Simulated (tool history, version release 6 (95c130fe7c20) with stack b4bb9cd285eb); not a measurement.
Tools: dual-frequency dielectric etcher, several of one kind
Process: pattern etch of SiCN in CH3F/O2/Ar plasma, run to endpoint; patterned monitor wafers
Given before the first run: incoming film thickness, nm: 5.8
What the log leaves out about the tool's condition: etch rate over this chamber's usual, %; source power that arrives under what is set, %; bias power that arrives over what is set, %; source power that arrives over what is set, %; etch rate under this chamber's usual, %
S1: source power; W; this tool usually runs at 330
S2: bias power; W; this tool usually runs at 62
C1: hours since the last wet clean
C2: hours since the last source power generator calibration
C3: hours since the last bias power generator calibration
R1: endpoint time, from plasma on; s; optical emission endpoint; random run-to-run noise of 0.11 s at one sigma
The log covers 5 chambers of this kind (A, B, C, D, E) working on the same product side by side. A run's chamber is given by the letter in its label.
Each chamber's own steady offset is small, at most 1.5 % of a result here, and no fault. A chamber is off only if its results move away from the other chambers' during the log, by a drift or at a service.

Run 1E, hour 9.5: usual settings; C1 334.0; C2 1487.1; C3 1805.0. Result: R1 17.670 s.
Run 2C, hour 22.3: usual settings; C1 344.1; C2 2552.2; C3 1541.0. Result: R1 17.555 s.
Run 3B, hour 33.8: usual settings; C1 194.3; C2 1371.8; C3 3008.5. Result: R1 17.451 s.
Run 4D, hour 45.8: usual settings; C1 174.3; C2 1922.2; C3 694.1. Result: R1 17.273 s.
Run 5A, hour 52.8: usual settings but S1 260 W; C1 302.0; C2 3698.0; C3 1138.3. Result: R1 19.085 s.
Run 6D, hour 63.2: usual settings but S1 260 W; C1 191.7; C2 1939.6; C3 711.5. Result: R1 18.854 s.
Run 7C, hour 73.0: usual settings but S1 260 W; C1 394.8; C2 2602.9; C3 1591.7. Result: R1 19.208 s.
Run 8A, hour 80.7: usual settings but S1 260 W; C1 329.9; C2 3725.9; C3 1166.2. Result: R1 19.165 s.
Run 9B, hour 89.8: usual settings but S1 260 W; C1 250.3; C2 1427.8; C3 3064.5. Result: R1 19.104 s.
Run 10E, hour 102.2: usual settings; C1 426.7; C2 1579.8; C3 1897.7. Result: R1 17.725 s.
Run 11A, hour 114.8: usual settings; C1 364.0; C2 3760.0; C3 1200.3. Result: R1 17.600 s.
Run 12D, hour 121.8: usual settings; C1 250.3; C2 1998.2; C3 770.1. Result: R1 17.434 s.
Run 13C, hour 130.4: usual settings; C1 452.2; C2 2660.3; C3 1649.1. Result: R1 17.576 s.
At hour 139.5: chamber C: source power generator calibrated.
Run 14B, hour 142.5: usual settings but S1 300 W; C1 303.0; C2 1480.5; C3 3117.2. Result: R1 18.223 s.
Run 15E, hour 154.6: usual settings but S1 300 W; C1 479.1; C2 1632.2; C3 1950.1. Result: R1 18.621 s.
Run 16E, hour 166.0: usual settings but S1 300 W; C1 490.5; C2 1643.6; C3 1961.5. Result: R1 18.298 s.
Run 17D, hour 177.5: usual settings but S1 300 W; C1 306.0; C2 2053.9; C3 825.8. Result: R1 18.007 s.
Run 18C, hour 191.4: usual settings but S1 300 W; C1 513.2; C2 51.9; C3 1710.1. Result: R1 18.157 s.
At hour 196.5: chamber C: wet clean of the chamber.
Run 19A, hour 198.5: usual settings; C1 447.7; C2 3843.7; C3 1284.0. Result: R1 17.577 s.
At hour 206.2: chamber E: wet clean of the chamber.
Run 20B, hour 213.4: usual settings; C1 373.9; C2 1551.4; C3 3188.1. Result: R1 17.737 s.
Run 21D, hour 221.9: usual settings; C1 350.4; C2 2098.3; C3 870.2. Result: R1 17.440 s.
Run 22C, hour 231.8: usual settings; C1 35.3; C2 92.3; C3 1750.5. Result: R1 17.415 s.
At hour 240.3: chamber B: wet clean of the chamber.
Run 23E, hour 246.2: usual settings; C1 40.1; C2 1723.8; C3 2041.7. Result: R1 17.870 s.
Run 24A, hour 259.2: usual settings; C1 508.4; C2 3904.4; C3 1344.7. Result: R1 17.666 s.
Run 25B, hour 268.5: usual settings; C1 28.3; C2 1606.5; C3 3243.2. Result: R1 16.948 s.
At hour 275.0: chamber B: source power generator calibrated.
Run 26E, hour 277.3: usual settings; C1 71.2; C2 1754.9; C3 2072.8. Result: R1 18.026 s.
Run 27C, hour 289.1: usual settings; C1 92.6; C2 149.6; C3 1807.8. Result: R1 17.648 s.
Run 28B, hour 299.1: usual settings; C1 58.9; C2 24.2; C3 3273.8. Result: R1 16.947 s.
Run 29A, hour 306.6: usual settings; C1 555.8; C2 3951.8; C3 1392.1. Result: R1 17.629 s.
Run 30D, hour 321.0: usual settings; C1 449.5; C2 2197.4; C3 969.3. Result: R1 17.419 s.
Run 31E, hour 336.1: usual settings but S1 280 W, S2 53 W; C1 130.0; C2 1813.7; C3 2131.6. Result: R1 19.919 s.
Run 32C, hour 348.2: usual settings but S1 280 W, S2 53 W; C1 151.7; C2 208.7; C3 1866.9. Result: R1 19.833 s.
Run 33A, hour 362.2: usual settings but S1 280 W, S2 53 W; C1 611.4; C2 4007.4; C3 1447.7. Result: R1 19.786 s.
Run 34B, hour 376.6: usual settings but S1 280 W, S2 53 W; C1 136.4; C2 101.7; C3 3351.3. Result: R1 19.104 s.
Run 35D, hour 385.9: usual settings but S1 280 W, S2 53 W; C1 514.4; C2 2262.3; C3 1034.2. Result: R1 19.863 s.
At hour 396.2: chamber A: wet clean of the chamber.
Run 36A, hour 400.5: usual settings; C1 4.4; C2 4045.7; C3 1486.0. Result: R1 17.766 s.
Run 37B, hour 415.6: usual settings; C1 175.4; C2 140.7; C3 3390.3. Result: R1 17.167 s.
Run 38C, hour 429.8: usual settings; C1 233.3; C2 290.3; C3 1948.5. Result: R1 17.631 s.
Run 39E, hour 441.0: usual settings; C1 234.9; C2 1918.6; C3 2236.5. Result: R1 17.820 s.

Each of the 5 chambers runs these same settings next. Fill in every chamber's results:
Run 40A, hour 451.9: usual settings but S2 68 W. Result: R1 ?.
Run 40B, hour 451.9: usual settings but S2 68 W. Result: R1 ?.
Run 40C, hour 451.9: usual settings but S2 68 W. Result: R1 ?.
Run 40D, hour 451.9: usual settings but S2 68 W. Result: R1 ?.
Run 40E, hour 451.9: usual settings but S2 68 W. Result: R1 ?.

run      R1
40A  17.206
40B  16.450
40C  17.030
40D  16.798
40E  17.051
